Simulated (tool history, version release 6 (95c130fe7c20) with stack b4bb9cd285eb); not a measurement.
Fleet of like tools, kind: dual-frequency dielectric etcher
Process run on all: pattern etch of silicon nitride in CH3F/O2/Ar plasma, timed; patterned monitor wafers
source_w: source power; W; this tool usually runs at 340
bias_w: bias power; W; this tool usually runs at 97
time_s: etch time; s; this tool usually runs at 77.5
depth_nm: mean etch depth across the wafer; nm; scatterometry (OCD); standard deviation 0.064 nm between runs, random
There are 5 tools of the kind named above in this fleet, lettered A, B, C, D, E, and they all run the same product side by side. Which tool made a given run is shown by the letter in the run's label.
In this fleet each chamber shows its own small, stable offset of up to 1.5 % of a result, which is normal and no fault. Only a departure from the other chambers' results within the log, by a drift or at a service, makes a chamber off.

run,hour,source_w,bias_w,time_s,hours since the last wet clean,hours since the last source power generator calibration,hours since the last bias power generator calibration,"read-back reference wafer on the same gauge, depth_nm",depth_nm
# hour 3.6: chamber D: source power generator calibrated
1B,9.4,340,97,77.5,301.2,2104.8,4704.2,46.097,56.589
2E,15.6,340,97,77.5,318.8,1667.4,1436.6,46.090,57.119
3A,23.6,340,97,77.5,104.0,1602.9,2179.8,46.089,56.388
4D,29.8,340,97,77.5,307.0,26.2,570.6,46.081,56.146
5C,38.1,340,81,77.5,334.5,1115.8,137.1,46.080,53.609
6B,45.1,340,81,77.5,336.9,2140.5,4739.9,46.069,53.051
7E,53.3,340,81,77.5,356.5,1705.1,1474.3,46.066,53.391
8C,57.7,340,81,77.5,354.1,1135.4,156.7,46.059,53.720
9D,62.4,340,81,77.5,339.6,58.8,603.2,46.054,52.654
10A,69.4,340,97,77.5,149.8,1648.7,2225.6,46.063,56.302
11A,76.0,340,97,77.5,156.4,1655.3,2232.2,46.048,56.372
12E,81.8,340,97,77.5,385.0,1733.6,1502.8,46.052,57.046
13B,87.4,340,97,77.5,379.2,2182.8,4782.2,46.036,56.510
14D,96.9,340,97,77.5,374.1,93.3,637.7,46.037,56.103
15C,103.2,340,110,90.0,399.6,1180.9,202.2,46.030,69.828
16E,112.8,340,110,90.0,416.0,1764.6,1533.8,46.017,69.369
17D,121.4,340,110,90.0,398.6,117.8,662.2,46.026,68.255
18C,127.9,340,110,90.0,424.3,1205.6,226.9,46.010,69.593
19A,136.4,340,110,90.0,216.8,1715.7,2292.6,46.004,68.556
20B,141.1,340,97,77.5,432.9,2236.5,4835.9,45.998,56.623
21E,148.2,340,97,77.5,451.4,1800.0,1569.2,45.999,56.839
22D,157.0,340,97,77.5,434.2,153.4,697.8,45.989,56.087
23C,164.6,340,97,77.5,461.0,1242.3,263.6,45.997,57.317
24A,171.9,340,97,77.5,252.3,1751.2,2328.1,45.976,56.425
25B,181.6,340,97,77.5,473.4,2277.0,4876.4,45.975,56.457
26E,189.7,340,97,77.5,492.9,1841.5,1610.7,45.966,56.841
27C,194.4,340,97,77.5,490.8,1272.1,293.4,45.960,57.223
28A,203.6,340,97,77.5,284.0,1782.9,2359.8,45.964,56.258
# hour 205.1: chamber E: wet clean of the chamber
29D,209.1,340,97,77.5,486.3,205.5,749.9,45.962,56.020
30B,216.1,340,97,77.5,507.9,2311.5,4910.9,45.945,56.428
31A,221.1,340,97,77.5,301.5,1800.4,2377.3,45.965,56.234
# hour 224.6: chamber B: bias power generator calibrated
32E,230.0,340,109,99.5,24.9,1881.8,1651.0,45.935,76.296
# hour 230.9: chamber B: wet clean of the chamber
33C,239.3,340,109,99.5,535.7,1317.0,338.3,45.926,76.878
34B,245.8,340,109,99.5,15.0,2341.2,21.3,45.938,75.725
35D,254.6,340,109,99.5,531.8,251.0,795.4,45.911,75.087
36A,263.7,340,109,99.5,344.1,1843.0,2419.9,45.922,75.345
37B,270.8,340,97,77.5,40.0,2366.2,46.3,45.909,56.426
38E,276.0,340,97,77.5,70.9,1927.8,1697.0,45.916,56.918
39D,280.9,340,97,77.5,558.1,277.3,821.7,45.904,55.957
40C,289.2,340,97,77.5,585.6,1366.9,388.2,45.914,57.175
41E,295.4,340,97,77.5,90.3,1947.2,1716.4,45.917,56.847
42B,302.8,340,97,77.5,72.0,2398.2,78.3,45.881,56.441

Predict what each chamber gives when all 5 of them run the settings below next.
43A,309.9,370,97,77.5,,,,,?
43B,309.9,370,97,77.5,,,,,?
43C,309.9,370,97,77.5,,,,,?
43D,309.9,370,97,77.5,,,,,?
43E,309.9,370,97,77.5,,,,,?

run,depth_nm
43A,58.015
43B,58.154
43C,58.938
43D,57.720
43E,58.577
